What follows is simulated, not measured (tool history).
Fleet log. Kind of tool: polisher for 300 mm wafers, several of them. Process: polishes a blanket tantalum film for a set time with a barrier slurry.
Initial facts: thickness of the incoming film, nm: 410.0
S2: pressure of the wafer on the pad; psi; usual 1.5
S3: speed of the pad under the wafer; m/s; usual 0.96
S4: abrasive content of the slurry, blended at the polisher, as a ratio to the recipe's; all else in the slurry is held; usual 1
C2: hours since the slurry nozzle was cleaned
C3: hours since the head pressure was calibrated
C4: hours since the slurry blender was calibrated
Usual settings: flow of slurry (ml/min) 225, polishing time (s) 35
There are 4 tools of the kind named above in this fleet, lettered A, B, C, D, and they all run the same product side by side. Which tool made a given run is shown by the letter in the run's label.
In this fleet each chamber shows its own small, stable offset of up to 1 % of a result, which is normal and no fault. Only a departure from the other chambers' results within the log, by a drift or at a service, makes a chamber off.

{"day": 0.346, "done": "chamber D: worn pad replaced by a new one"}
{"day": 0.438, "done": "chamber D: slurry nozzle cleaned"}
{"run": "1C", "day": 0.512, "flow of slurry (ml/min)": 225, "S2": 1.5, "S3": 0.96, "S4": 1, "polishing time (s)": 35, "wafers polished on this pad": 1578, "C2": 358.9, "C3": 96.8, "C4": 191.9, "film removed (angstrom)": 374.67}
{"day": 0.638, "done": "chamber C: worn pad replaced by a new one"}
{"run": "2D", "day": 0.867, "flow of slurry (ml/min)": 225, "S2": 1.5, "S3": 0.96, "S4": 1, "polishing time (s)": 35, "wafers polished on this pad": 108, "C2": 10.3, "C3": 77.8, "C4": 125.7, "film removed (angstrom)": 369.77}
{"run": "3A", "day": 1.142, "flow of slurry (ml/min)": 225, "S2": 1.5, "S3": 0.96, "S4": 1, "polishing time (s)": 35, "wafers polished on this pad": 506, "C2": 103.5, "C3": 586.4, "C4": 73.2, "film removed (angstrom)": 369.82}
{"run": "4B", "day": 1.442, "flow of slurry (ml/min)": 225, "S2": 1.5, "S3": 0.96, "S4": 1, "polishing time (s)": 35, "wafers polished on this pad": 449, "C2": 121.5, "C3": 688.2, "C4": 209.5, "film removed (angstrom)": 370.93}
{"run": "5C", "day": 1.946, "flow of slurry (ml/min)": 225, "S2": 1.5, "S3": 0.96, "S4": 1, "polishing time (s)": 35, "wafers polished on this pad": 272, "C2": 393.3, "C3": 131.2, "C4": 226.3, "film removed (angstrom)": 374.09}
{"run": "6D", "day": 2.221, "flow of slurry (ml/min)": 225, "S2": 1.5, "S3": 0.96, "S4": 1, "polishing time (s)": 35, "wafers polished on this pad": 390, "C2": 42.8, "C3": 110.3, "C4": 158.2, "film removed (angstrom)": 380.81}
{"day": 2.412, "done": "chamber C: slurry blender recalibrated"}
{"run": "7A", "day": 2.738, "flow of slurry (ml/min)": 225, "S2": 1.5, "S3": 0.96, "S4": 1, "polishing time (s)": 35, "wafers polished on this pad": 837, "C2": 141.8, "C3": 624.7, "C4": 111.5, "film removed (angstrom)": 374.1}
{"day": 2.992, "done": "chamber A: worn pad replaced by a new one"}
{"run": "8B", "day": 3.104, "flow of slurry (ml/min)": 225, "S2": 1.5, "S3": 0.96, "S4": 1, "polishing time (s)": 35, "wafers polished on this pad": 795, "C2": 161.4, "C3": 728.1, "C4": 249.4, "film removed (angstrom)": 364.22}
{"run": "9C", "day": 3.558, "flow of slurry (ml/min)": 225, "S2": 1.5, "S3": 0.96, "S4": 1, "polishing time (s)": 35, "wafers polished on this pad": 607, "C2": 432, "C3": 169.9, "C4": 27.6, "film removed (angstrom)": 365.32}
{"run": "10D", "day": 3.883, "flow of slurry (ml/min)": 225, "S2": 1.5, "S3": 0.96, "S4": 1, "polishing time (s)": 35, "wafers polished on this pad": 736, "C2": 82.7, "C3": 150.2, "C4": 198.1, "film removed (angstrom)": 378.07}
{"run": "11A", "day": 4.388, "flow of slurry (ml/min)": 225, "S2": 1.5, "S3": 0.96, "S4": 1, "polishing time (s)": 35, "wafers polished on this pad": 290, "C2": 181.4, "C3": 664.3, "C4": 151.1, "film removed (angstrom)": 378.45}
{"day": 4.404, "done": "chamber C: slurry nozzle cleaned"}
{"run": "12B", "day": 4.954, "flow of slurry (ml/min)": 225, "S2": 1.5, "S3": 0.96, "S4": 1, "polishing time (s)": 35, "wafers polished on this pad": 1180, "C2": 205.8, "C3": 772.5, "C4": 293.8, "film removed (angstrom)": 375.67}
{"day": 4.983, "done": "chamber D: slurry blender recalibrated"}
{"day": 5.058, "done": "chamber B: worn pad replaced by a new one"}
{"run": "13A", "day": 5.508, "flow of slurry (ml/min)": 225, "S2": 1.5, "S3": 0.96, "S4": 1, "polishing time (s)": 35, "wafers polished on this pad": 523, "C2": 208.3, "C3": 691.2, "C4": 178, "film removed (angstrom)": 374}
{"run": "14C", "day": 6.029, "flow of slurry (ml/min)": 225, "S2": 1.5, "S3": 0.96, "S4": 1, "polishing time (s)": 35, "wafers polished on this pad": 1121, "C2": 39, "C3": 229.2, "C4": 86.9, "film removed (angstrom)": 372.95}
{"run": "15B", "day": 6.608, "flow of slurry (ml/min)": 225, "S2": 1.5, "S3": 0.96, "S4": 1, "polishing time (s)": 35, "wafers polished on this pad": 322, "C2": 245.5, "C3": 812.2, "C4": 333.5, "film removed (angstrom)": 361.18}
{"day": 6.638, "done": "chamber A: worn pad replaced by a new one"}
{"day": 6.858, "done": "chamber C: worn pad replaced by a new one"}
{"day": 6.933, "done": "chamber D: worn pad replaced by a new one"}
{"run": "16D", "day": 7.079, "flow of slurry (ml/min)": 225, "S2": 1.5, "S3": 0.96, "S4": 1, "polishing time (s)": 35, "wafers polished on this pad": 31, "C2": 159.4, "C3": 226.9, "C4": 50.4, "film removed (angstrom)": 372.71}
{"day": 7.083, "done": "chamber A: slurry blender recalibrated"}
{"run": "17A", "day": 7.658, "flow of slurry (ml/min)": 225, "S2": 1.5, "S3": 0.96, "S4": 1, "polishing time (s)": 35, "wafers polished on this pad": 212, "C2": 259.9, "C3": 742.8, "C4": 13.9, "film removed (angstrom)": 377.13}
{"run": "18B", "day": 7.942, "flow of slurry (ml/min)": 225, "S2": 1.5, "S3": 0.96, "S4": 1, "polishing time (s)": 35, "wafers polished on this pad": 600, "C2": 277.5, "C3": 844.2, "C4": 365.5, "film removed (angstrom)": 367.92}
{"run": "19D", "day": 8.492, "flow of slurry (ml/min)": 225, "S2": 1.5, "S3": 0.96, "S4": 1, "polishing time (s)": 35, "wafers polished on this pad": 324, "C2": 193.3, "C3": 260.8, "C4": 84.3, "film removed (angstrom)": 365.91}
{"run": "20C", "day": 8.817, "flow of slurry (ml/min)": 300, "S2": 1.5, "S3": 1.14, "S4": 1, "polishing time (s)": 35, "wafers polished on this pad": 407, "C2": 105.9, "C3": 296.1, "C4": 153.8, "film removed (angstrom)": 461.75}
{"run": "21A", "day": 9.221, "flow of slurry (ml/min)": 300, "S2": 1.5, "S3": 1.14, "S4": 1, "polishing time (s)": 35, "wafers polished on this pad": 537, "C2": 297.4, "C3": 780.3, "C4": 51.4, "film removed (angstrom)": 454.37}
{"run": "22D", "day": 9.796, "flow of slurry (ml/min)": 300, "S2": 1.5, "S3": 1.14, "S4": 1, "polishing time (s)": 35, "wafers polished on this pad": 595, "C2": 224.6, "C3": 292.1, "C4": 115.6, "film removed (angstrom)": 458.22}
{"run": "23C", "day": 10.275, "flow of slurry (ml/min)": 300, "S2": 1.5, "S3": 1.14, "S4": 1, "polishing time (s)": 35, "wafers polished on this pad": 710, "C2": 140.9, "C3": 331.1, "C4": 188.8, "film removed (angstrom)": 454.21}
{"run": "24B", "day": 10.592, "flow of slurry (ml/min)": 225, "S2": 1.5, "S3": 0.96, "S4": 1, "polishing time (s)": 35, "wafers polished on this pad": 1151, "C2": 341.1, "C3": 907.8, "C4": 429.1, "film removed (angstrom)": 363.83}
{"day": 10.996, "done": "chamber B: slurry blender recalibrated"}
{"run": "25B", "day": 11.171, "flow of slurry (ml/min)": 225, "S2": 1.5, "S3": 0.96, "S4": 1, "polishing time (s)": 35, "wafers polished on this pad": 1271, "C2": 355, "C3": 921.7, "C4": 4.3, "film removed (angstrom)": 380.85}

One chamber off, gauge drift, or nothing amiss beyond the chambers' own small offsets? If it is a chamber, which one, and what is the likeliest cause?

Nothing is wrong: each chamber keeps only its own small, steady offset and the gauge holds still.

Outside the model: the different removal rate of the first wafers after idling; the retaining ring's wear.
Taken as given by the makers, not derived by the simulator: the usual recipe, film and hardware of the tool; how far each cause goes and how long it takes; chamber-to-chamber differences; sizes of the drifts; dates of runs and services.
